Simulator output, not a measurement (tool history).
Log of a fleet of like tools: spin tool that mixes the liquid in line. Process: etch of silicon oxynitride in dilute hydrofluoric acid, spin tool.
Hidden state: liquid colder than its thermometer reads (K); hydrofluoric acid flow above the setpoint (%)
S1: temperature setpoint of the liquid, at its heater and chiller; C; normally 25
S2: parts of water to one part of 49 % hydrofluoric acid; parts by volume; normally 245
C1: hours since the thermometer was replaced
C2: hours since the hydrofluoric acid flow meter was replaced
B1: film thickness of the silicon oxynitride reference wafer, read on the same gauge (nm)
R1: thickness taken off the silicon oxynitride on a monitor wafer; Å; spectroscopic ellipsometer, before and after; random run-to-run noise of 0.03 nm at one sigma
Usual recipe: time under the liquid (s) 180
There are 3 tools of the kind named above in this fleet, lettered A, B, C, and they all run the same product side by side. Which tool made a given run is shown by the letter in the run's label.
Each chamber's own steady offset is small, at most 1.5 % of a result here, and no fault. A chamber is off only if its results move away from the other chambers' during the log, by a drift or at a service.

run 1A hour=8.3 | S1=25 S2=245 time_under_the_liquid_(s)=180 | C1=236.4 C2=1311.3 | B1=49.98 | R1=32.462
run 2B hour=16.7 | S1=25 S2=245 time_under_the_liquid_(s)=180 | C1=1198.9 C2=122.1 | B1=49.996 | R1=33.011
run 3C hour=24.5 | S1=25 S2=245 time_under_the_liquid_(s)=180 | C1=468.5 C2=707.2 | B1=50.015 | R1=32.616
run 4B hour=38.8 | S1=25 S2=245 time_under_the_liquid_(s)=180 | C1=1221 C2=144.2 | B1=50.012 | R1=32.249
run 5A hour=53.4 | S1=25 S2=245 time_under_the_liquid_(s)=180 | C1=281.5 C2=1356.4 | B1=49.974 | R1=32.279
run 6C hour=67.1 | S1=25 S2=245 time_under_the_liquid_(s)=180 | C1=511.1 C2=749.8 | B1=49.99 | R1=32.283
run 7C hour=77.7 | S1=22 S2=135 time_under_the_liquid_(s)=180 | C1=521.7 C2=760.4 | B1=49.962 | R1=56.465
run 8B hour=93 | S1=22 S2=135 time_under_the_liquid_(s)=180 | C1=1275.2 C2=198.4 | B1=49.997 | R1=55.744
run 9A hour=102.5 | S1=22 S2=135 time_under_the_liquid_(s)=180 | C1=330.6 C2=1405.5 | B1=50.002 | R1=56.63
run 10B hour=116.3 | S1=25 S2=245 time_under_the_liquid_(s)=180 | C1=1298.5 C2=221.7 | B1=50.002 | R1=32.696
run 11A hour=130.2 | S1=21.5 S2=245 time_under_the_liquid_(s)=180 | C1=358.3 C2=1433.2 | B1=50.026 | R1=27.848
run 12C hour=137.5 | S1=21.5 S2=245 time_under_the_liquid_(s)=180 | C1=581.5 C2=820.2 | B1=49.966 | R1=29.827
run 13C hour=145.7 | S1=21.5 S2=245 time_under_the_liquid_(s)=180 | C1=589.7 C2=828.4 | B1=50.02 | R1=29.707
run 14A hour=153.4 | S1=25 S2=245 time_under_the_liquid_(s)=180 | C1=381.5 C2=1456.4 | B1=49.997 | R1=32.724
run 15B hour=161.3 | S1=25 S2=245 time_under_the_liquid_(s)=180 | C1=1343.5 C2=266.7 | B1=49.981 | R1=32.265
run 16C hour=173.8 | S1=25 S2=245 time_under_the_liquid_(s)=180 | C1=617.8 C2=856.5 | B1=49.975 | R1=35.259
run 17B hour=184.3 | S1=25 S2=245 time_under_the_liquid_(s)=180 | C1=1366.5 C2=289.7 | B1=49.99 | R1=32.31
run 18A hour=200.3 | S1=25 S2=185 time_under_the_liquid_(s)=285 | C1=428.4 C2=1503.3 | B1=50.003 | R1=70.354
run 19A hour=210.4 | S1=25 S2=185 time_under_the_liquid_(s)=285 | C1=438.5 C2=1513.4 | B1=49.994 | R1=72.074
run 20C hour=222.2 | S1=25 S2=185 time_under_the_liquid_(s)=285 | C1=666.2 C2=904.9 | B1=49.999 | R1=79.05
run 21B hour=232.5 | S1=25 S2=245 time_under_the_liquid_(s)=180 | C1=1414.7 C2=337.9 | B1=49.979 | R1=32.642
run 22B hour=240.4 | S1=25 S2=245 time_under_the_liquid_(s)=180 | C1=1422.6 C2=345.8 | B1=50.02 | R1=32.723
run 23A hour=252.1 | S1=25 S2=245 time_under_the_liquid_(s)=180 | C1=480.2 C2=1555.1 | B1=50.013 | R1=32.859

Does one chamber stand apart from the rest, does the shared gauge drift, or is all well apart from small per-chamber offsets? Give the chamber and the most likely cause, where there is one.

It is chamber C that slowly wanders off from its peers.
Likeliest cause: hydrofluoric acid flow above the setpoint (%) = 10.7.
From this log alone, it may not be told apart from: liquid hotter than its thermometer reads (K).

Which of the 4 candidates below, each the usual settings with something changed and its results left as question marks, puts chamber C back in line with what the other chambers give on the usual settings?
Counts as in line when no further than this from what the other chambers average on the usual settings: R1 1 Å
run 24C-1 hour=263.7 | S1=24.5 S2=245 time_under_the_liquid_(s)=145 | R1=?
run 24C-2 hour=263.7 | S1=22 S2=245 time_under_the_liquid_(s)=180 | R1=?
run 24C-3 hour=263.7 | S1=31 S2=245 time_under_the_liquid_(s)=180 | R1=?
run 24C-4 hour=263.7 | S1=28 S2=245 time_under_the_liquid_(s)=180 | R1=?

Other chambers, usual settings, mean: R1 32.568 Å
run=24C-1 R1=28.811
run=24C-2 R1=32.034
run=24C-3 R1=46.949
run=24C-4 R1=41.51
The answer is 24C-2, which returns the chamber to within the allowed miss of the others.

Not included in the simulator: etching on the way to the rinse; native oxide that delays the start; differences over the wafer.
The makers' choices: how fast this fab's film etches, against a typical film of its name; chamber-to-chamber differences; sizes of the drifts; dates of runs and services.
